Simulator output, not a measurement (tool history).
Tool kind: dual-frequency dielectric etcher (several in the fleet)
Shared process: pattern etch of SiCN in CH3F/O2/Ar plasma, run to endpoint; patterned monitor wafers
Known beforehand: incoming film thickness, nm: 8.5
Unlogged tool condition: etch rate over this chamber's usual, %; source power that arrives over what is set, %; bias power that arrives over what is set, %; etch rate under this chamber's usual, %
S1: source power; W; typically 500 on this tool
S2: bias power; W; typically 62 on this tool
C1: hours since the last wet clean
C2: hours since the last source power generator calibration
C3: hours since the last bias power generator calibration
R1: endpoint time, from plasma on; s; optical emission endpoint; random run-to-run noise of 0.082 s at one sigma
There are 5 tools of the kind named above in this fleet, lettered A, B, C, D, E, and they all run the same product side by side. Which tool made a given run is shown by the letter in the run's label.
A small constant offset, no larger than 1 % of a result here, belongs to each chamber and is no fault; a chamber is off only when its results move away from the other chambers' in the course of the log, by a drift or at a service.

-- day=0.046 chamber B: wet clean of the chamber
run 1B day=0.358 | S1=500 S2=62 | C1=7.6 C2=1231.2 C3=1532.3 | R1=22.029
run 2E day=0.633 | S1=500 S2=62 | C1=39.9 C2=1602.4 C3=139.4 | R1=21.772
run 3A day=1.033 | S1=500 S2=62 | C1=306.0 C2=1825.9 C3=3275.6 | R1=21.753
run 4C day=1.371 | S1=500 S2=62 | C1=90.6 C2=717.6 C3=1027.1 | R1=21.840
run 5D day=1.762 | S1=500 S2=62 | C1=470.7 C2=641.5 C3=795.4 | R1=21.811
run 6B day=1.958 | S1=500 S2=62 | C1=46.0 C2=1269.6 C3=1570.7 | R1=22.172
run 7D day=2.283 | S1=500 S2=62 | C1=483.2 C2=654.0 C3=807.9 | R1=21.780
run 8C day=2.625 | S1=540 S2=70 | C1=120.7 C2=747.7 C3=1057.2 | R1=20.381
run 9E day=3.004 | S1=540 S2=70 | C1=96.8 C2=1659.3 C3=196.3 | R1=20.332
run 10A day=3.217 | S1=540 S2=70 | C1=358.4 C2=1878.3 C3=3328.0 | R1=20.355
-- day=3.512 chamber D: wet clean of the chamber
run 11D day=3.521 | S1=540 S2=70 | C1=0.2 C2=683.7 C3=837.6 | R1=20.363
run 12B day=3.708 | S1=540 S2=70 | C1=88.0 C2=1311.6 C3=1612.7 | R1=20.477
run 13C day=3.917 | S1=500 S2=62 | C1=151.7 C2=778.7 C3=1088.2 | R1=21.790
run 14E day=4.196 | S1=500 S2=62 | C1=125.4 C2=1687.9 C3=224.9 | R1=21.764
run 15A day=4.438 | S1=500 S2=62 | C1=387.7 C2=1907.6 C3=3357.3 | R1=21.791
-- day=4.608 chamber A: wet clean of the chamber
run 16C day=4.638 | S1=500 S2=62 | C1=169.0 C2=796.0 C3=1105.5 | R1=21.756
run 17D day=4.896 | S1=390 S2=62 | C1=33.2 C2=716.7 C3=870.6 | R1=23.999
run 18E day=5.233 | S1=390 S2=62 | C1=150.3 C2=1712.8 C3=249.8 | R1=23.962
run 19B day=5.608 | S1=390 S2=62 | C1=133.6 C2=1357.2 C3=1658.3 | R1=24.287
run 20A day=6.017 | S1=390 S2=62 | C1=33.9 C2=1945.5 C3=3395.2 | R1=23.913
run 21D day=6.388 | S1=390 S2=62 | C1=69.0 C2=752.5 C3=906.4 | R1=23.746
run 22E day=6.692 | S1=500 S2=62 | C1=185.3 C2=1747.8 C3=284.8 | R1=21.846
run 23C day=7.000 | S1=500 S2=62 | C1=225.7 C2=852.7 C3=1162.2 | R1=21.851
run 24B day=7.375 | S1=500 S2=62 | C1=176.0 C2=1399.6 C3=1700.7 | R1=22.052
run 25A day=7.633 | S1=500 S2=62 | C1=72.7 C2=1984.3 C3=3434.0 | R1=21.757
run 26E day=7.992 | S1=500 S2=62 | C1=216.5 C2=1779.0 C3=316.0 | R1=21.627
run 27C day=8.383 | S1=500 S2=62 | C1=258.9 C2=885.9 C3=1195.4 | R1=21.820
run 28A day=8.771 | S1=500 S2=62 | C1=100.0 C2=2011.6 C3=3461.3 | R1=21.725
run 29D day=9.029 | S1=430 S2=52 | C1=132.4 C2=815.9 C3=969.8 | R1=24.578
run 30B day=9.404 | S1=430 S2=52 | C1=224.7 C2=1448.3 C3=1749.4 | R1=24.885
run 31D day=9.771 | S1=430 S2=52 | C1=150.2 C2=833.7 C3=987.6 | R1=24.522
run 32C day=10.079 | S1=430 S2=52 | C1=299.6 C2=926.6 C3=1236.1 | R1=24.629
run 33E day=10.462 | S1=430 S2=52 | C1=275.8 C2=1838.3 C3=375.3 | R1=24.432
run 34B day=10.779 | S1=500 S2=62 | C1=257.7 C2=1481.3 C3=1782.4 | R1=22.105
run 35A day=11.042 | S1=500 S2=62 | C1=154.5 C2=2066.1 C3=3515.8 | R1=21.754
run 36A day=11.383 | S1=500 S2=46 | C1=162.7 C2=2074.3 C3=3524.0 | R1=23.793
run 37D day=11.725 | S1=500 S2=46 | C1=197.1 C2=880.6 C3=1034.5 | R1=24.073
run 38C day=11.933 | S1=500 S2=46 | C1=344.1 C2=971.1 C3=1280.6 | R1=24.042
run 39E day=12.304 | S1=500 S2=46 | C1=320.0 C2=1882.5 C3=419.5 | R1=23.783

The same settings go to every chamber for the next run, one line per chamber below. Forecast the results for each:
run 40A day=12.608 | S1=500 S2=68 | R1=?
run 40B day=12.608 | S1=500 S2=68 | R1=?
run 40C day=12.608 | S1=500 S2=68 | R1=?
run 40D day=12.608 | S1=500 S2=68 | R1=?
run 40E day=12.608 | S1=500 S2=68 | R1=?

run=40A R1=21.087
run=40B R1=21.371
run=40C R1=21.061
run=40D R1=21.213
run=40E R1=20.984

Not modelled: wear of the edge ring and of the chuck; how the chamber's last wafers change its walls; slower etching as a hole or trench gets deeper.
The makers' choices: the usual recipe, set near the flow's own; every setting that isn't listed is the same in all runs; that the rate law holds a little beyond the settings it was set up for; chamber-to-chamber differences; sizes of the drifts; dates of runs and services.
